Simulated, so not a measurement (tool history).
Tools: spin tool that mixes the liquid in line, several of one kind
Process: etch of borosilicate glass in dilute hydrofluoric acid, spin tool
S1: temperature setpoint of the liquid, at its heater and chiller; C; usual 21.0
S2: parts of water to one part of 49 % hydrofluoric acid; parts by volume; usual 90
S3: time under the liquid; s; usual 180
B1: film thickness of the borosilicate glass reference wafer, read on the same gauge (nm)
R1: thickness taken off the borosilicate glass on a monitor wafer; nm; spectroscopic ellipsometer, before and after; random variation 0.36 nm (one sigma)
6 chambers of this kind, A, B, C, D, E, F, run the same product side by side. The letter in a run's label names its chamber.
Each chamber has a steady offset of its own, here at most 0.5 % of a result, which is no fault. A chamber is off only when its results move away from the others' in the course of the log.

run,hour,S1,S2,S3,B1,R1
1B,4.9,21.0,90,180,50.009,45.818
2D,9.2,21.0,90,180,50.025,44.759
3E,15.2,21.0,90,180,49.981,44.483
4A,18.9,21.0,90,180,50.041,45.698
5F,24.3,21.0,90,180,50.026,44.782
6C,30.8,21.0,90,180,50.024,45.091
7A,36.9,21.0,50,180,49.983,85.568
# hour 37.5: chamber E: thermometer replaced
8B,39.9,21.0,50,180,49.991,85.139
9C,43.2,21.0,50,180,50.001,85.250
10E,48.1,21.0,50,180,50.027,85.578
11D,54.5,21.0,50,180,49.982,86.554
12F,60.3,21.0,50,180,49.973,86.237
13B,64.5,21.0,90,180,49.982,44.055
14A,69.4,21.0,90,180,50.022,45.117
15F,72.7,21.0,90,180,50.001,45.163
# hour 73.2: chamber D: thermometer replaced
16E,76.2,21.0,90,180,49.967,44.508
17D,80.0,21.0,90,180,49.987,44.678
18C,86.8,21.0,90,180,49.972,45.181
19C,91.3,21.0,90,180,50.016,44.415
20D,96.5,21.0,90,180,49.992,45.304
21B,101.7,21.0,90,180,50.006,44.125
22E,106.1,17.0,70,180,49.993,49.967
23F,109.8,17.0,70,180,49.976,50.209
24A,113.7,17.0,70,180,50.002,50.583
25C,118.8,17.0,70,180,50.002,49.519
26E,123.8,17.0,70,180,49.995,50.068
27D,129.2,17.0,70,180,50.039,49.679
28B,133.2,21.0,90,180,49.985,43.400
29F,139.2,21.0,90,180,49.997,44.452
30A,142.6,21.0,90,180,49.976,45.042
31E,145.8,21.0,90,180,49.993,44.089
32C,148.8,21.0,90,180,50.010,45.232
33D,151.9,21.0,90,180,50.035,44.806
34B,156.2,21.0,90,180,49.955,43.090
35A,162.6,21.0,90,180,50.003,45.333
36F,167.4,21.0,90,180,50.023,44.881
37D,173.0,21.0,90,180,49.966,44.965
38F,179.6,21.0,90,180,50.018,44.860
39A,186.3,21.0,90,180,49.971,44.565
40E,191.2,21.0,90,180,50.008,45.244
41C,196.4,21.0,90,180,49.954,44.655
42B,203.1,21.0,90,180,49.992,41.375
43A,209.7,21.0,90,180,49.987,45.428
44E,214.1,25.5,125,180,50.021,36.820

All 6 chambers run these settings next. Forecast each chamber's results:
45A,219.0,21.0,90,180,,?
45B,219.0,21.0,90,180,,?
45C,219.0,21.0,90,180,,?
45D,219.0,21.0,90,180,,?
45E,219.0,21.0,90,180,,?
45F,219.0,21.0,90,180,,?

run,R1
45A,44.525
45B,42.047
45C,44.108
45D,44.805
45E,44.353
45F,44.689

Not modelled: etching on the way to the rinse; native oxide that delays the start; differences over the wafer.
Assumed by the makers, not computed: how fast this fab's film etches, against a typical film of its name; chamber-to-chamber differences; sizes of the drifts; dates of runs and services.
